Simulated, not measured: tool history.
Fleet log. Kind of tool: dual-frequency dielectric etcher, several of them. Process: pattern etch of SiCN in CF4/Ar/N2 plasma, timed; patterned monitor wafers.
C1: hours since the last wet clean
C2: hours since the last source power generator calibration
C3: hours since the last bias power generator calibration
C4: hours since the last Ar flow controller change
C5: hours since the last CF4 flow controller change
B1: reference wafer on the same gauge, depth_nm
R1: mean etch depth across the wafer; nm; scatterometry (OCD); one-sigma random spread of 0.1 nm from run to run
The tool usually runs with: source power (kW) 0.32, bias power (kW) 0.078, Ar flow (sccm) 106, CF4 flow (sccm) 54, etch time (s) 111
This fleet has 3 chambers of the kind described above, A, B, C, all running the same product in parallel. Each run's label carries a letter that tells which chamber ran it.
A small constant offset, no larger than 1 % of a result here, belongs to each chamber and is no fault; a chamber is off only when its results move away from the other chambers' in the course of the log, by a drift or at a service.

Run 1C, hour 6.5: usual settings; C1 230.8; C2 1407.1; C3 1953.4; C4 809.4; C5 1512.5; B1 74.383. Result: R1 70.33 nm.
At hour 17.8: chamber A: wet clean of the chamber.
Run 2B, hour 18.2: usual settings; C1 129.8; C2 3587.4; C3 84.8; C4 491.9; C5 1698.3; B1 74.379. Result: R1 68.986 nm.
Run 3A, hour 25.1: usual settings; C1 7.4; C2 274.3; C3 447.9; C4 1572.9; C5 718.8; B1 74.359. Result: R1 69.489 nm.
Run 4B, hour 37.2: usual settings; C1 148.8; C2 3606.4; C3 103.8; C4 510.9; C5 1717.3; B1 74.364. Result: R1 69.206 nm.
Run 5C, hour 49.6: usual settings; C1 273.9; C2 1450.2; C3 1996.5; C4 852.5; C5 1555.6; B1 74.365. Result: R1 70.134 nm.
Run 6A, hour 61.5: usual settings; C1 43.8; C2 310.7; C3 484.3; C4 1609.3; C5 755.2; B1 74.297. Result: R1 69.628 nm.
Run 7A, hour 73.9: usual settings; C1 56.2; C2 323.1; C3 496.7; C4 1621.7; C5 767.6; B1 74.313. Result: R1 69.636 nm.
Run 8C, hour 86.8: usual settings; C1 311.1; C2 1487.4; C3 2033.7; C4 889.7; C5 1592.8; B1 74.283. Result: R1 69.978 nm.
Run 9B, hour 93.7: usual settings; C1 205.3; C2 3662.9; C3 160.3; C4 567.4; C5 1773.8; B1 74.274. Result: R1 69.205 nm.
Run 10A, hour 102.1: usual settings; C1 84.4; C2 351.3; C3 524.9; C4 1649.9; C5 795.8; B1 74.273. Result: R1 69.566 nm.
Run 11C, hour 111.8: usual settings; C1 336.1; C2 1512.4; C3 2058.7; C4 914.7; C5 1617.8; B1 74.253. Result: R1 69.994 nm.
Run 12B, hour 124.3: usual settings; C1 235.9; C2 3693.5; C3 190.9; C4 598; C5 1804.4; B1 74.225. Result: R1 69.006 nm.
Run 13A, hour 131.7: usual settings; C1 114; C2 380.9; C3 554.5; C4 1679.5; C5 825.4; B1 74.198. Result: R1 69.758 nm.
Run 14B, hour 144.6: usual settings; C1 256.2; C2 3713.8; C3 211.2; C4 618.3; C5 1824.7; B1 74.196. Result: R1 69.041 nm.
Run 15C, hour 155.9: usual settings; C1 380.2; C2 1556.5; C3 2102.8; C4 958.8; C5 1661.9; B1 74.224. Result: R1 70.082 nm.
Run 16B, hour 166: usual settings; C1 277.6; C2 3735.2; C3 232.6; C4 639.7; C5 1846.1; B1 74.154. Result: R1 68.992 nm.
At hour 170.4: chamber C: wet clean of the chamber.
Run 17C, hour 180.3: usual settings; C1 10; C2 1580.9; C3 2127.2; C4 983.2; C5 1686.3; B1 74.212. Result: R1 69.852 nm.
Run 18A, hour 193.9: usual settings; C1 176.2; C2 443.1; C3 616.7; C4 1741.7; C5 887.6; B1 74.165. Result: R1 69.49 nm.
Run 19B, hour 203.5: usual settings; C1 315.1; C2 3772.7; C3 270.1; C4 677.2; C5 1883.6; B1 74.143. Result: R1 68.891 nm.
Run 20C, hour 211.1: usual settings; C1 40.8; C2 1611.7; C3 2158; C4 1014; C5 1717.1; B1 74.129. Result: R1 69.954 nm.
Run 21A, hour 223.5: usual settings but bias power (kW) 0.085, Ar flow (sccm) 81; C1 205.8; C2 472.7; C3 646.3; C4 1771.3; C5 917.2; B1 74.096. Result: R1 74.641 nm.
Run 22C, hour 235.1: usual settings but bias power (kW) 0.085, Ar flow (sccm) 81; C1 64.8; C2 1635.7; C3 2182; C4 1038; C5 1741.1; B1 74.089. Result: R1 75.052 nm.
Run 23A, hour 243.1: usual settings but bias power (kW) 0.085, Ar flow (sccm) 81; C1 225.4; C2 492.3; C3 665.9; C4 1790.9; C5 936.8; B1 74.107. Result: R1 74.575 nm.
Run 24B, hour 251.3: usual settings; C1 362.9; C2 3820.5; C3 317.9; C4 725; C5 1931.4; B1 74.064. Result: R1 68.728 nm.
Run 25A, hour 257.9: usual settings; C1 240.2; C2 507.1; C3 680.7; C4 1805.7; C5 951.6; B1 74.095. Result: R1 69.336 nm.
Run 26C, hour 269.7: usual settings but Ar flow (sccm) 95; C1 99.4; C2 1670.3; C3 2216.6; C4 1072.6; C5 1775.7; B1 74.071. Result: R1 70.894 nm.
Run 27B, hour 279.8: usual settings but Ar flow (sccm) 95; C1 391.4; C2 3849; C3 346.4; C4 753.5; C5 1959.9; B1 74.053. Result: R1 69.915 nm.
At hour 293: chamber B: source power generator calibrated.
Run 28A, hour 293.5: usual settings but Ar flow (sccm) 95; C1 275.8; C2 542.7; C3 716.3; C4 1841.3; C5 987.2; B1 74.047. Result: R1 70.456 nm.
Run 29C, hour 304.5: usual settings but source power (kW) 0.29; C1 134.2; C2 1705.1; C3 2251.4; C4 1107.4; C5 1810.5; B1 74.028. Result: R1 64.329 nm.
Run 30B, hour 316.9: usual settings but source power (kW) 0.29; C1 428.5; C2 24; C3 383.5; C4 790.6; C5 1997; B1 74.027. Result: R1 63.231 nm.
At hour 321.8: chamber A: Ar flow controller replaced.
Run 31C, hour 326: usual settings but source power (kW) 0.29; C1 155.7; C2 1726.6; C3 2272.9; C4 1128.9; C5 1832; B1 73.981. Result: R1 64.095 nm.
Run 32B, hour 334.6: usual settings but source power (kW) 0.29; C1 446.2; C2 41.7; C3 401.2; C4 808.3; C5 2014.7; B1 73.987. Result: R1 63.345 nm.
Run 33A, hour 346.9: usual settings but source power (kW) 0.29; C1 329.2; C2 596.1; C3 769.7; C4 25.1; C5 1040.6; B1 73.957. Result: R1 63.6 nm.

What goes on in this fleet: one chamber off, a drifting gauge, or nothing beyond the chambers' own small offsets? Name the chamber and the cause, if any.

None of the chambers is off. What moves is the gauge, dragging all their readings along together.
What lies behind it: gauge reads low (%) = 0.604.
